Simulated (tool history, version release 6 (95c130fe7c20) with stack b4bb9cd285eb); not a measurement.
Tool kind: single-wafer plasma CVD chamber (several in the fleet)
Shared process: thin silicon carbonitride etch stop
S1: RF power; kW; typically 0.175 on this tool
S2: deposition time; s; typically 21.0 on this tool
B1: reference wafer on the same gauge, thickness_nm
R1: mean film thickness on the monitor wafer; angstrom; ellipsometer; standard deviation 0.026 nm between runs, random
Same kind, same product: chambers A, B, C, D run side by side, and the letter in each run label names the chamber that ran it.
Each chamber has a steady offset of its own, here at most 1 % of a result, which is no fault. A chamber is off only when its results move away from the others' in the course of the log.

run     day     S1    S2      B1       R1
 1A   0.529  0.175  21.0  13.802  114.750
 2B   1.100  0.175  21.0  13.802  114.290
 3C   1.408  0.175  21.0  13.805  115.380
 4D   1.700  0.175  21.0  13.803  115.680
 5C   2.221  0.175  21.0  13.801  115.360
 6B   2.504  0.160  18.4  13.798   97.452
 7A   2.904  0.160  18.4  13.796   98.005
 8D   3.421  0.160  18.4  13.802   98.510
 9A   3.942  0.160  18.4  13.804   97.445
10C   4.288  0.175  21.0  13.802  115.240
11D   4.758  0.175  21.0  13.801  115.580
12B   5.233  0.175  21.0  13.798  114.280
13D   5.533  0.175  21.0  13.798  115.710
14B   6.067  0.175  21.0  13.809  114.820
      6.392  -- chamber A: thermocouple changed; heater temperature recalibrated
15A   6.638  0.175  21.0  13.801  115.180
16C   7.167  0.175  21.0  13.808  115.670
17B   7.454  0.175  21.0  13.795  114.620
18C   7.738  0.205  24.7  13.805  142.190
19D   8.329  0.205  24.7  13.801  142.170
20A   8.846  0.205  24.7  13.796  141.400
21B   9.288  0.205  24.7  13.803  140.900
22A   9.683  0.175  21.0  13.799  113.560
23D  10.008  0.175  21.0  13.796  115.740
24C  10.375  0.175  21.0  13.807  115.280
25B  10.842  0.175  21.0  13.800  114.390
26C  11.192  0.175  21.0  13.795  115.230
27D  11.796  0.175  21.0  13.804  115.750
28A  12.225  0.175  21.0  13.808  113.040
29D  12.642  0.175  21.0  13.794  116.070
30B  13.188  0.175  21.0  13.803  113.960
31A  13.575  0.175  21.0  13.795  112.970
32C  14.129  0.175  21.0  13.801  115.740
33B  14.442  0.175  21.0  13.802  114.140
34C  14.767  0.175  21.0  13.805  115.350
35D  15.300  0.175  21.0  13.801  115.680
36A  15.658  0.175  21.0  13.802  113.180

One chamber off, gauge drift, or nothing amiss beyond the chambers' own small offsets? If it is a chamber, which one, and what is the likeliest cause?

One chamber, A, drifts off from the rest bit by bit.
What lies behind it: delivered RF power below the setpoint (%) = 6.46.

Below are 4 candidate recipes for chamber A's next run, each the usual settings with a change, their results shown as question marks. Which of them brings A's results back in line with what the other chambers give on the usual settings?
To be in line, a result may differ from the other chambers' mean on the usual settings by at most: R1 0.920 angstrom
37A-1  16.100  0.175  21.4       ?
37A-2  16.100  0.175  21.9       ?
37A-3  16.100  0.175  20.2       ?
37A-4  16.100  0.175  20.6       ?

The mean the other chambers reach with the usual settings: R1 115.020 angstrom
  run       R1
37A-1  114.810
37A-2  117.490
37A-3  108.370
37A-4  110.520
The answer is 37A-1, which returns the chamber to within the allowed miss of the others.

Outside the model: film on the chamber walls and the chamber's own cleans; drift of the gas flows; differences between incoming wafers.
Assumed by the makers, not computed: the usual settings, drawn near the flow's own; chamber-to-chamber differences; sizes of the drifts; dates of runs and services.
